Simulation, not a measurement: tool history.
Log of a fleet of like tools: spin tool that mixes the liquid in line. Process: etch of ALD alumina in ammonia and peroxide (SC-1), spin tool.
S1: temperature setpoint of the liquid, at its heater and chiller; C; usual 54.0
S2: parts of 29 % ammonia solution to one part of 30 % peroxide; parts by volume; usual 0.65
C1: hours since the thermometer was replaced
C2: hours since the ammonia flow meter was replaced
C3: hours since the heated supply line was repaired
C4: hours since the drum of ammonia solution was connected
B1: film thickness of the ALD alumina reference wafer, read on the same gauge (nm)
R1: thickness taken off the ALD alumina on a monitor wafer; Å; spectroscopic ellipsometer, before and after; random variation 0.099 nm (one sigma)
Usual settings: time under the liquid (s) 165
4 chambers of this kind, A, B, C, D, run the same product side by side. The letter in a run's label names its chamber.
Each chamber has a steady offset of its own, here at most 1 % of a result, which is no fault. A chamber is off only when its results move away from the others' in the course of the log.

run 1D hour=8.1 | S1=54.0 S2=0.65 time_under_the_liquid_(s)=165 | C1=1862.2 C2=991.9 C3=461.8 C4=743.0 | B1=150.00 | R1=138.40
run 2A hour=17.9 | S1=54.0 S2=0.65 time_under_the_liquid_(s)=165 | C1=230.5 C2=489.6 C3=620.9 C4=62.4 | B1=150.02 | R1=138.82
run 3B hour=26.9 | S1=54.0 S2=0.65 time_under_the_liquid_(s)=165 | C1=573.3 C2=1302.3 C3=1164.1 C4=434.4 | B1=149.97 | R1=138.75
run 4C hour=35.4 | S1=54.0 S2=0.65 time_under_the_liquid_(s)=165 | C1=289.4 C2=107.2 C3=726.1 C4=119.4 | B1=149.97 | R1=137.97
run 5A hour=47.4 | S1=54.0 S2=0.65 time_under_the_liquid_(s)=165 | C1=260.0 C2=519.1 C3=650.4 C4=91.9 | B1=150.02 | R1=137.76
-- hour=50.2 chamber D: new drum of ammonia solution connected
run 6D hour=54.3 | S1=54.0 S2=0.65 time_under_the_liquid_(s)=165 | C1=1908.4 C2=1038.1 C3=508.0 C4=4.1 | B1=149.97 | R1=140.19
run 7C hour=62.6 | S1=54.0 S2=0.65 time_under_the_liquid_(s)=165 | C1=316.6 C2=134.4 C3=753.3 C4=146.6 | B1=150.01 | R1=140.03
-- hour=70.7 chamber D: thermometer replaced
run 8B hour=76.1 | S1=54.0 S2=0.65 time_under_the_liquid_(s)=165 | C1=622.5 C2=1351.5 C3=1213.3 C4=483.6 | B1=150.00 | R1=139.71
run 9C hour=88.5 | S1=54.0 S2=0.65 time_under_the_liquid_(s)=165 | C1=342.5 C2=160.3 C3=779.2 C4=172.5 | B1=150.02 | R1=139.70
-- hour=100.0 chamber B: thermometer replaced
run 10B hour=102.7 | S1=54.0 S2=0.65 time_under_the_liquid_(s)=165 | C1=2.8 C2=1378.1 C3=1239.9 C4=510.2 | B1=149.98 | R1=140.43
run 11A hour=114.2 | S1=54.0 S2=0.65 time_under_the_liquid_(s)=165 | C1=326.8 C2=585.9 C3=717.2 C4=158.7 | B1=150.01 | R1=138.97
run 12D hour=124.3 | S1=54.0 S2=0.65 time_under_the_liquid_(s)=165 | C1=53.7 C2=1108.1 C3=578.0 C4=74.1 | B1=149.99 | R1=139.83
run 13C hour=137.7 | S1=54.0 S2=0.65 time_under_the_liquid_(s)=165 | C1=391.7 C2=209.5 C3=828.4 C4=221.7 | B1=149.99 | R1=138.80
run 14B hour=150.2 | S1=54.0 S2=0.65 time_under_the_liquid_(s)=165 | C1=50.3 C2=1425.6 C3=1287.4 C4=557.7 | B1=150.02 | R1=139.10
run 15D hour=158.0 | S1=54.0 S2=0.65 time_under_the_liquid_(s)=165 | C1=87.4 C2=1141.8 C3=611.7 C4=107.8 | B1=149.99 | R1=139.21
run 16A hour=170.7 | S1=54.0 S2=0.65 time_under_the_liquid_(s)=165 | C1=383.3 C2=642.4 C3=773.7 C4=215.2 | B1=149.99 | R1=136.45
run 17A hour=181.6 | S1=54.0 S2=0.65 time_under_the_liquid_(s)=165 | C1=394.2 C2=653.3 C3=784.6 C4=226.1 | B1=149.98 | R1=136.88
run 18C hour=190.3 | S1=54.0 S2=0.65 time_under_the_liquid_(s)=165 | C1=444.3 C2=262.1 C3=881.0 C4=274.3 | B1=150.00 | R1=139.85
run 19D hour=198.9 | S1=54.0 S2=0.65 time_under_the_liquid_(s)=165 | C1=128.3 C2=1182.7 C3=652.6 C4=148.7 | B1=150.01 | R1=139.36
run 20B hour=207.5 | S1=54.0 S2=0.65 time_under_the_liquid_(s)=165 | C1=107.6 C2=1482.9 C3=1344.7 C4=615.0 | B1=150.02 | R1=139.62
run 21D hour=216.0 | S1=54.0 S2=0.65 time_under_the_liquid_(s)=165 | C1=145.4 C2=1199.8 C3=669.7 C4=165.8 | B1=150.00 | R1=139.78
run 22C hour=225.4 | S1=59.5 S2=0.45 time_under_the_liquid_(s)=165 | C1=479.4 C2=297.2 C3=916.1 C4=309.4 | B1=150.01 | R1=178.16
run 23B hour=234.2 | S1=59.5 S2=0.45 time_under_the_liquid_(s)=165 | C1=134.3 C2=1509.6 C3=1371.4 C4=641.7 | B1=149.98 | R1=180.97
-- hour=243.9 chamber A: new drum of ammonia solution connected
run 24A hour=246.7 | S1=59.5 S2=0.45 time_under_the_liquid_(s)=165 | C1=459.3 C2=718.4 C3=849.7 C4=2.8 | B1=150.01 | R1=172.95
run 25B hour=257.3 | S1=59.5 S2=0.45 time_under_the_liquid_(s)=165 | C1=157.4 C2=1532.7 C3=1394.5 C4=664.8 | B1=149.96 | R1=181.59
run 26D hour=271.2 | S1=54.0 S2=0.65 time_under_the_liquid_(s)=165 | C1=200.6 C2=1255.0 C3=724.9 C4=221.0 | B1=150.00 | R1=137.65
run 27C hour=278.9 | S1=54.0 S2=0.65 time_under_the_liquid_(s)=165 | C1=532.9 C2=350.7 C3=969.6 C4=362.9 | B1=150.00 | R1=138.65
-- hour=280.2 chamber C: heated supply line repaired
run 28A hour=289.0 | S1=54.0 S2=0.65 time_under_the_liquid_(s)=165 | C1=501.6 C2=760.7 C3=892.0 C4=45.1 | B1=150.00 | R1=130.75
run 29C hour=304.3 | S1=54.0 S2=0.65 time_under_the_liquid_(s)=165 | C1=558.3 C2=376.1 C3=24.1 C4=388.3 | B1=149.99 | R1=138.46
run 30A hour=314.9 | S1=54.0 S2=0.65 time_under_the_liquid_(s)=165 | C1=527.5 C2=786.6 C3=917.9 C4=71.0 | B1=149.99 | R1=129.81
run 31B hour=325.7 | S1=54.0 S2=0.65 time_under_the_liquid_(s)=165 | C1=225.8 C2=1601.1 C3=1462.9 C4=733.2 | B1=150.04 | R1=139.17
run 32D hour=335.2 | S1=54.0 S2=0.65 time_under_the_liquid_(s)=165 | C1=264.6 C2=1319.0 C3=788.9 C4=285.0 | B1=150.03 | R1=137.96
run 33A hour=343.7 | S1=54.0 S2=0.65 time_under_the_liquid_(s)=165 | C1=556.3 C2=815.4 C3=946.7 C4=99.8 | B1=149.98 | R1=127.59
run 34B hour=351.2 | S1=54.0 S2=0.65 time_under_the_liquid_(s)=165 | C1=251.3 C2=1626.6 C3=1488.4 C4=758.7 | B1=149.99 | R1=141.22
run 35D hour=366.8 | S1=54.0 S2=0.65 time_under_the_liquid_(s)=165 | C1=296.2 C2=1350.6 C3=820.5 C4=316.6 | B1=150.02 | R1=139.89
run 36C hour=379.2 | S1=63.0 S2=0.65 time_under_the_liquid_(s)=135 | C1=633.2 C2=451.0 C3=99.0 C4=463.2 | B1=150.01 | R1=181.70

All 4 chambers run these settings next. Forecast each chamber's results:
run 37A hour=390.4 | S1=54.0 S2=0.95 time_under_the_liquid_(s)=165 | R1=?
run 37B hour=390.4 | S1=54.0 S2=0.95 time_under_the_liquid_(s)=165 | R1=?
run 37C hour=390.4 | S1=54.0 S2=0.95 time_under_the_liquid_(s)=165 | R1=?
run 37D hour=390.4 | S1=54.0 S2=0.95 time_under_the_liquid_(s)=165 | R1=?

run=37A R1=128.73
run=37B R1=145.04
run=37C R1=145.36
run=37D R1=144.49

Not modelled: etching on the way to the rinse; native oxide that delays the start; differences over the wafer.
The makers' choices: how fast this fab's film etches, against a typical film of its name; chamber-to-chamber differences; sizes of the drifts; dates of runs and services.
